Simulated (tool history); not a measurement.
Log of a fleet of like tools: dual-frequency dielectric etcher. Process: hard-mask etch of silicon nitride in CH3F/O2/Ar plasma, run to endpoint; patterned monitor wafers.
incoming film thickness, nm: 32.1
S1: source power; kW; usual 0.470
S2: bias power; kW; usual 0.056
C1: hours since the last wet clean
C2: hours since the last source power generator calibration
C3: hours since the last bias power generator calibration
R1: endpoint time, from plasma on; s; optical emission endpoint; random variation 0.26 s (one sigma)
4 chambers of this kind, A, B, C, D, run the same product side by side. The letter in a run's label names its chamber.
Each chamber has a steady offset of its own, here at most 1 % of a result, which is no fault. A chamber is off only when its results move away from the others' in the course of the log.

run	hour	S1	S2	C1	C2	C3	R1
1D	10.9	0.470	0.056	125.2	3096.4	1321.7	48.164
2A	24.4	0.470	0.056	229.1	1050.8	1757.3	47.554
3C	33.6	0.470	0.056	152.3	38.2	851.0	47.367
4B	46.6	0.470	0.056	396.6	3151.6	2971.8	47.877
5D	52.9	0.470	0.056	167.2	3138.4	1363.7	47.827
6C	60.7	0.370	0.056	179.4	65.3	878.1	52.517
7B	71.0	0.370	0.056	421.0	3176.0	2996.2	52.223
8A	80.9	0.370	0.056	285.6	1107.3	1813.8	52.153
9D	91.7	0.370	0.056	206.0	3177.2	1402.5	52.307
10C	101.8	0.380	0.056	220.5	106.4	919.2	52.358
11B	108.1	0.380	0.056	458.1	3213.1	3033.3	52.011
12A	115.9	0.380	0.056	320.6	1142.3	1848.8	51.701
13C	129.4	0.380	0.056	248.1	134.0	946.8	52.718
14A	137.3	0.470	0.056	342.0	1163.7	1870.2	47.431
15B	147.5	0.470	0.056	497.5	3252.5	3072.7	47.435
16D	158.4	0.470	0.056	272.7	3243.9	1469.2	47.567
# hour 167.1: chamber B: wet clean of the chamber
17D	168.7	0.470	0.056	283.0	3254.2	1479.5	47.873
18C	178.6	0.470	0.056	297.3	183.2	996.0	48.776
19B	186.3	0.470	0.048	19.3	3291.3	3111.5	49.965
20A	199.2	0.470	0.048	403.9	1225.6	1932.1	50.411
21C	209.8	0.470	0.048	328.5	214.4	1027.2	51.591
22A	216.4	0.470	0.048	421.1	1242.8	1949.3	50.447
23B	222.3	0.470	0.056	55.3	3327.3	3147.5	47.448
# hour 227.8: chamber A: bias power generator calibrated
24D	232.4	0.470	0.056	346.7	3317.9	1543.2	48.194
25C	241.1	0.470	0.056	359.8	245.7	1058.5	49.225
26B	252.5	0.470	0.056	85.5	3357.5	3177.7	47.649
27A	260.3	0.470	0.056	465.0	1286.7	32.6	47.987
28D	273.4	0.510	0.056	387.7	3358.9	1584.2	46.274
29A	279.7	0.510	0.056	484.4	1306.1	52.0	46.420
30C	286.0	0.510	0.056	404.7	290.6	1103.4	48.055
31B	297.6	0.510	0.056	130.6	3402.6	3222.8	45.667

Next, every chamber runs the same settings. What will each give?
32A	307.3	0.470	0.056				?
32B	307.3	0.470	0.056				?
32C	307.3	0.470	0.056				?
32D	307.3	0.470	0.056				?

run	R1
32A	47.733
32B	47.128
32C	49.660
32D	47.447
